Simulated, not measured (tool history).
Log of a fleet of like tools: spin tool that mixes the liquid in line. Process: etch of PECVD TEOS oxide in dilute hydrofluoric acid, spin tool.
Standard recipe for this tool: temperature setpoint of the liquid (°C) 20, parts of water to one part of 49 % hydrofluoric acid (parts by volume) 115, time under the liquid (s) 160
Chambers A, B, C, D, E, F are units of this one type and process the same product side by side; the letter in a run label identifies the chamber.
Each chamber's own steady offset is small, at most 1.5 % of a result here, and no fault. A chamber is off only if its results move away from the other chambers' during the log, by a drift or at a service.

run,hour,temperature setpoint of the liquid (°C),parts of water to one part of 49 % hydrofluoric acid (parts by volume),time under the liquid (s),"read-back film thickness of the PECVD TEOS oxide reference wafer, read on the same gauge (nm)",thickness taken off the PECVD TEOS oxide on a monitor wafer (Å)
# hour 1.4: chamber B: thermometer replaced
1E,13.5,20,115,160,40.010,295.15
2C,27.9,20,115,160,39.983,295.13
3A,38.1,20,115,160,39.984,294.02
4B,47.5,20,115,160,39.997,295.66
5D,61.3,20,115,160,39.993,294.28
6F,72.3,24,115,200,40.023,433.84
7B,81.0,24,115,200,40.017,436.26
8D,89.3,24,115,200,40.011,429.42
9C,103.9,24,115,200,39.990,437.91
10F,115.6,24,115,200,40.003,435.06
# hour 126.2: chamber D: hydrofluoric acid flow meter replaced
11E,126.2,24,115,200,40.017,435.24
12A,138.3,20,115,160,39.990,296.64
13A,145.8,20,115,160,40.030,292.82
14B,159.0,20,115,160,40.013,295.47
15E,166.4,20,115,160,40.002,296.10
16D,179.1,20,115,160,39.992,290.73
17C,192.2,20,115,160,39.998,298.35
18F,202.8,20,115,160,39.993,292.68
19B,214.5,20,115,160,39.992,299.05
20E,224.8,20,115,160,39.991,294.69
21A,238.8,20,115,160,40.002,294.33
22C,252.6,20,115,160,40.013,296.59
# hour 257.6: chamber E: thermometer replaced
23D,262.9,20,115,160,40.001,293.17
24F,269.6,20,115,160,40.003,295.47
25A,282.1,20,115,160,39.998,292.59
26F,289.0,20,115,160,39.992,294.02
27D,300.7,20,115,160,39.978,292.85
28E,311.3,20,115,160,39.992,294.19
29B,320.5,20,115,160,40.006,298.15
30C,329.0,20,115,160,39.993,295.36
31F,342.3,20,115,160,39.985,295.11
32E,355.2,20,115,160,40.006,294.04
33C,368.5,20,115,160,39.997,297.52
34D,383.2,20,115,160,39.993,294.66
35A,390.1,20,115,160,40.019,295.63
36B,397.2,20,115,160,39.995,302.38

The same settings go to every chamber for the next run, one line per chamber below. Forecast the results for each:
37A,408.2,20,115,160,,?
37B,408.2,20,115,160,,?
37C,408.2,20,115,160,,?
37D,408.2,20,115,160,,?
37E,408.2,20,115,160,,?
37F,408.2,20,115,160,,?

run,thickness taken off the PECVD TEOS oxide on a monitor wafer (Å)
37A,298.03
37B,299.79
37C,298.82
37D,293.41
37E,294.28
37F,294.93

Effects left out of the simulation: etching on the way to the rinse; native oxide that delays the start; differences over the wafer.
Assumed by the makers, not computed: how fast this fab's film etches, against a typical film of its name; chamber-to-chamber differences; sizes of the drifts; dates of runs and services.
